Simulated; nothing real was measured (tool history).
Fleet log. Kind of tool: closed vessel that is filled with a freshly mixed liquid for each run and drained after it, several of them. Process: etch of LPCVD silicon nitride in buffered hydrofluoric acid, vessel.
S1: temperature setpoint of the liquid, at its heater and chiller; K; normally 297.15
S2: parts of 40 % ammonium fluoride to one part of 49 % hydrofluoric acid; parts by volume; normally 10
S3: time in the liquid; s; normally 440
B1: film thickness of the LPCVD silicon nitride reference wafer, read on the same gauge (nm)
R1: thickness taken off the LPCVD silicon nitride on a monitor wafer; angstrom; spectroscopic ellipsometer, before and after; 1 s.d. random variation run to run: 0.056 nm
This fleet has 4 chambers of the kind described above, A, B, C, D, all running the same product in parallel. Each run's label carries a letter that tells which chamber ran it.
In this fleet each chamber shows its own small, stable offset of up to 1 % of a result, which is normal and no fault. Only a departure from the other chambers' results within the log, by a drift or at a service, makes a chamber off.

At hour 5.6: chamber C: thermometer replaced.
Run 1A, hour 9.1: usual settings; B1 29.951. Result: R1 60.523 angstrom.
Run 2D, hour 19.4: usual settings; B1 29.986. Result: R1 60.964 angstrom.
Run 3B, hour 24.8: usual settings; B1 29.997. Result: R1 59.678 angstrom.
Run 4C, hour 33.8: usual settings; B1 30.021. Result: R1 60.423 angstrom.
Run 5C, hour 45.3: usual settings but S2 9 parts by volume, S3 695 s; B1 29.993. Result: R1 103.25 angstrom.
Run 6A, hour 53.1: usual settings but S2 9 parts by volume, S3 695 s; B1 30.017. Result: R1 104.07 angstrom.
Run 7B, hour 59.7: usual settings but S2 9 parts by volume, S3 695 s; B1 29.985. Result: R1 100.73 angstrom.
Run 8D, hour 66: usual settings but S2 9 parts by volume, S3 695 s; B1 29.999. Result: R1 102.87 angstrom.
Run 9C, hour 76.3: usual settings; B1 29.98. Result: R1 60.812 angstrom.
Run 10D, hour 88.4: usual settings but S1 298.65 K, S3 345 s; B1 30.019. Result: R1 52.391 angstrom.
Run 11A, hour 98.4: usual settings but S1 298.65 K, S3 345 s; B1 29.989. Result: R1 51.565 angstrom.
At hour 108.5: chamber A: thermometer replaced.
Run 12B, hour 109.2: usual settings but S1 298.65 K, S3 345 s; B1 30.034. Result: R1 50.566 angstrom.
Run 13A, hour 115.8: usual settings but S1 298.65 K, S3 345 s; B1 30.024. Result: R1 51.779 angstrom.
Run 14C, hour 121.9: usual settings; B1 30.021. Result: R1 61.271 angstrom.
Run 15B, hour 129.3: usual settings; B1 30.026. Result: R1 59.807 angstrom.
Run 16D, hour 137.1: usual settings; B1 29.958. Result: R1 61.259 angstrom.
Run 17A, hour 148.2: usual settings; B1 29.962. Result: R1 62.42 angstrom.
Run 18C, hour 154: usual settings; B1 29.97. Result: R1 60.698 angstrom.
Run 19B, hour 164.3: usual settings; B1 30.014. Result: R1 59.948 angstrom.
At hour 164.6: chamber B: hydrofluoric acid flow meter replaced.
Run 20D, hour 176.1: usual settings; B1 29.965. Result: R1 61.488 angstrom.
Run 21C, hour 183.3: usual settings; B1 29.998. Result: R1 61.547 angstrom.
Run 22B, hour 191.7: usual settings but S1 302.15 K, S3 645 s; B1 29.989. Result: R1 114.47 angstrom.
Run 23A, hour 203.4: usual settings but S1 302.15 K, S3 645 s; B1 29.965. Result: R1 118.57 angstrom.
Run 24D, hour 209.2: usual settings but S1 302.15 K, S3 645 s; B1 29.97. Result: R1 115.6 angstrom.
Run 25D, hour 219.9: usual settings but S1 302.15 K, S3 645 s; B1 29.989. Result: R1 117.73 angstrom.
Run 26B, hour 228.9: usual settings; B1 29.991. Result: R1 59.822 angstrom.
Run 27C, hour 239.8: usual settings; B1 29.992. Result: R1 62.945 angstrom.
Run 28A, hour 247.2: usual settings; B1 30.009. Result: R1 61.08 angstrom.
Run 29B, hour 254.9: usual settings but S1 293.15 K, S2 12.5 parts by volume; B1 30.009. Result: R1 39.06 angstrom.
Run 30C, hour 266.4: usual settings but S1 293.15 K, S2 12.5 parts by volume; B1 29.998. Result: R1 41.207 angstrom.
Run 31D, hour 272.1: usual settings but S1 293.15 K, S2 12.5 parts by volume; B1 30.013. Result: R1 39.304 angstrom.
Run 32A, hour 281.1: usual settings but S1 293.15 K, S2 12.5 parts by volume; B1 29.957. Result: R1 39.087 angstrom.
Run 33D, hour 288.8: usual settings; B1 29.992. Result: R1 60.718 angstrom.
Run 34C, hour 301: usual settings but S2 12 parts by volume, S3 630 s; B1 29.991. Result: R1 77.294 angstrom.
Run 35B, hour 310.2: usual settings but S2 12 parts by volume, S3 630 s; B1 30.048. Result: R1 71.665 angstrom.
Run 36A, hour 320.6: usual settings but S2 12 parts by volume, S3 630 s; B1 29.988. Result: R1 73.432 angstrom.
Run 37C, hour 333: usual settings but S2 12 parts by volume, S3 630 s; B1 30.024. Result: R1 77.221 angstrom.
Run 38A, hour 340.1: usual settings; B1 30.002. Result: R1 60.699 angstrom.
Run 39B, hour 351.3: usual settings; B1 30.026. Result: R1 60.473 angstrom.
Run 40D, hour 363.2: usual settings; B1 30.004. Result: R1 60.869 angstrom.
Run 41A, hour 369.6: usual settings; B1 29.97. Result: R1 61.611 angstrom.
Run 42D, hour 379.9: usual settings but S1 301.65 K; B1 29.983. Result: R1 77.894 angstrom.

Next, every chamber runs the same settings. What will each give?
Run 43A, hour 388.8: usual settings. Result: R1 ?.
Run 43B, hour 388.8: usual settings. Result: R1 ?.
Run 43C, hour 388.8: usual settings. Result: R1 ?.
Run 43D, hour 388.8: usual settings. Result: R1 ?.

run      R1
43A  62.095
43B  60.538
43C  64.883
43D  61.723

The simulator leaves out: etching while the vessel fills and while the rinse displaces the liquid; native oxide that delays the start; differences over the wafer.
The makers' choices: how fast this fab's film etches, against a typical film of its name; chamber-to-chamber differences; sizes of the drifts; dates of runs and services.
